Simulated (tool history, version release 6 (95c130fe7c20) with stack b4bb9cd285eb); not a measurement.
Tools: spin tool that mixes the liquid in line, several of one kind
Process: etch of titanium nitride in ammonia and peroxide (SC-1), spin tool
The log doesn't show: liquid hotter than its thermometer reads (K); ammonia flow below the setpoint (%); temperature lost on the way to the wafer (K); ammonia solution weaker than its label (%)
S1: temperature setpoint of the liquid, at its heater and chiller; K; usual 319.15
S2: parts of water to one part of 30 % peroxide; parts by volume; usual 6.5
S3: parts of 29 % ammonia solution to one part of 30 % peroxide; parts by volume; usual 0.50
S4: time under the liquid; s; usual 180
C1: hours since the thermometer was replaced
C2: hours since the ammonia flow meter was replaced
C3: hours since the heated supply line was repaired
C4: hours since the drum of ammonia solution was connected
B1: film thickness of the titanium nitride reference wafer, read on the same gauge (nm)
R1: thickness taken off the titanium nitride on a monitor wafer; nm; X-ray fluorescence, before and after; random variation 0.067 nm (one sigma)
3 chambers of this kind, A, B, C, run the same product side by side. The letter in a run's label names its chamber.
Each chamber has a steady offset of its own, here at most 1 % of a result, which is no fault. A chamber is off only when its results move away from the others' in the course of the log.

run   hour      S1   S2    S3   S4      C1      C2      C3      C4      B1       R1
 1C   10.7  319.15  6.5  0.50  180  1333.0  1129.6  2009.2   987.6  120.01   9.3188
 2A   17.8  319.15  6.5  0.50  180   409.8   601.6   670.8   141.2  120.01   9.2057
 3B   26.3  319.15  6.5  0.50  180  1078.4   577.1   354.2   356.6  120.00   9.3245
 4A   33.5  319.15  6.5  0.50  180   425.5   617.3   686.5   156.9  120.01   9.1215
 5C   47.7  319.15  6.5  0.50  180  1370.0  1166.6  2046.2  1024.6  119.98   9.2953
 6B   58.6  311.65  5.0  0.50  180  1110.7   609.4   386.5   388.9  120.00   6.1147
 7C   65.3  311.65  5.0  0.50  180  1387.6  1184.2  2063.8  1042.2  120.00   6.0954
 8A   76.4  311.65  5.0  0.50  180   468.4   660.2   729.4   199.8  119.99   6.0959
 9B   90.2  319.15  6.5  0.50  180  1142.3   641.0   418.1   420.5  120.00   9.2548
10B  101.0  319.15  6.5  0.50  180  1153.1   651.8   428.9   431.3  120.02   9.2158
11C  114.8  319.15  6.5  0.50  180  1437.1  1233.7  2113.3  1091.7  119.97   9.2853
12A  127.8  326.65  8.0  0.50  180   519.8   711.6   780.8   251.2  119.99  14.1660
13C  140.9  326.65  8.0  0.50  180  1463.2  1259.8  2139.4  1117.8  120.01  14.2010
14B  155.5  326.65  8.0  0.50  180  1207.6   706.3   483.4   485.8  120.01  14.0830
15A  164.8  319.15  6.5  0.50  180   556.8   748.6   817.8   288.2  119.97   9.2948
16B  171.7  319.15  6.5  0.50  180  1223.8   722.5   499.6   502.0  119.98   9.1571
     173.3  -- chamber C: new drum of ammonia solution connected
     183.9  -- chamber B: new drum of ammonia solution connected
17A  185.2  319.15  6.5  0.50  180   577.2   769.0   838.2   308.6  119.99   9.2753
18C  197.0  319.15  6.5  0.50  180  1519.3  1315.9  2195.5    23.8  119.99   9.3453
19A  207.9  319.15  6.5  0.50  180   599.9   791.7   860.9   331.3  119.98   9.2123
     215.2  -- chamber A: heated supply line repaired
20C  216.1  319.15  6.5  0.50  180  1538.4  1335.0  2214.6    42.9  120.02   9.1867
21B  227.7  319.15  6.5  0.50  180  1279.8   778.5   555.6    43.8  119.99   9.0435
22A  236.2  319.15  6.5  0.50  180   628.2   820.0    21.1   359.6  120.00   9.3895
23C  247.5  319.15  6.5  0.50  180  1569.8  1366.4  2246.0    74.3  120.02   9.3589
24B  254.7  319.15  6.5  0.50  180  1306.8   805.5   582.6    70.8  119.99   8.9670
25B  261.5  319.15  6.5  0.50  180  1313.6   812.3   589.4    77.6  119.99   9.0758
26C  274.0  319.15  6.5  0.50  180  1596.3  1392.9  2272.5   100.8  119.99   9.4003
27A  284.1  319.15  5.0  0.50  180   676.1   867.9    69.0   407.5  119.98  10.5080
28A  291.8  319.15  5.0  0.50  180   683.8   875.6    76.7   415.2  120.02  10.4920
29C  305.7  319.15  5.0  0.50  180  1628.0  1424.6  2304.2   132.5  120.02  10.5750
30B  312.7  319.15  6.5  0.50  180  1364.8   863.5   640.6   128.8  120.03   8.7414
31A  322.9  319.15  6.5  0.50  180   714.9   906.7   107.8   446.3  120.03   9.2189
32C  330.0  319.15  6.5  0.50  180  1652.3  1448.9  2328.5   156.8  120.00   9.3272
33B  342.3  319.15  6.5  0.50  180  1394.4   893.1   670.2   158.4  119.96   8.6610
34B  354.8  319.15  6.5  0.50  180  1406.9   905.6   682.7   170.9  120.01   8.7781
35A  362.3  319.15  6.5  0.50  180   754.3   946.1   147.2   485.7  119.96   9.2724
36C  376.6  319.15  6.5  0.65  180  1698.9  1495.5  2375.1   203.4  120.02   9.6793
37A  389.3  319.15  6.5  0.65  180   781.3   973.1   174.2   512.7  120.04   9.5352
38B  396.9  319.15  6.5  0.65  180  1449.0   947.7   724.8   213.0  119.99   9.1053
39C  405.8  319.15  6.5  0.50  180  1728.1  1524.7  2404.3   232.6  120.01   9.2605
40C  415.9  319.15  6.5  0.50  180  1738.2  1534.8  2414.4   242.7  120.00   9.1937
     421.7  -- chamber C: heated supply line repaired
41B  427.4  319.15  6.5  0.50  180  1479.5   978.2   755.3   243.5  120.02   8.6451
42A  437.7  319.15  6.5  0.50  180   829.7  1021.5   222.6   561.1  120.04   9.0810
43C  447.1  319.15  6.5  0.50  180  1769.4  1566.0    25.5   273.9  120.02   9.2100

What goes on in this fleet: one chamber off, a drifting gauge, or nothing beyond the chambers' own small offsets? Name the chamber and the cause, if any.

Chamber B drifts away from the others.
Cause: temperature lost on the way to the wafer (K) = 1.19.
The log may not tell that from: liquid colder than its thermometer reads (K).

Here are 4 candidates for chamber B's next run, each the usual settings with a change, their results left as question marks. Which one brings its results back in line with what the others give on the usual settings?
In line means no further than this from the other chambers' mean on the usual settings: R1 0.2300 nm
44B-1  457.5  318.15  6.5  0.50  180                       ?
44B-2  457.5  318.15  6.5  0.50  170                       ?
44B-3  457.5  320.15  6.5  0.50  180                       ?
44B-4  457.5  320.15  6.5  0.50  190                       ?

The other chambers' mean on the usual settings: R1 9.2683 nm
  run      R1
44B-1  7.9860
44B-2  7.5424
44B-3  9.2091
44B-4  9.7207
44B-3 brings the chamber back in line.
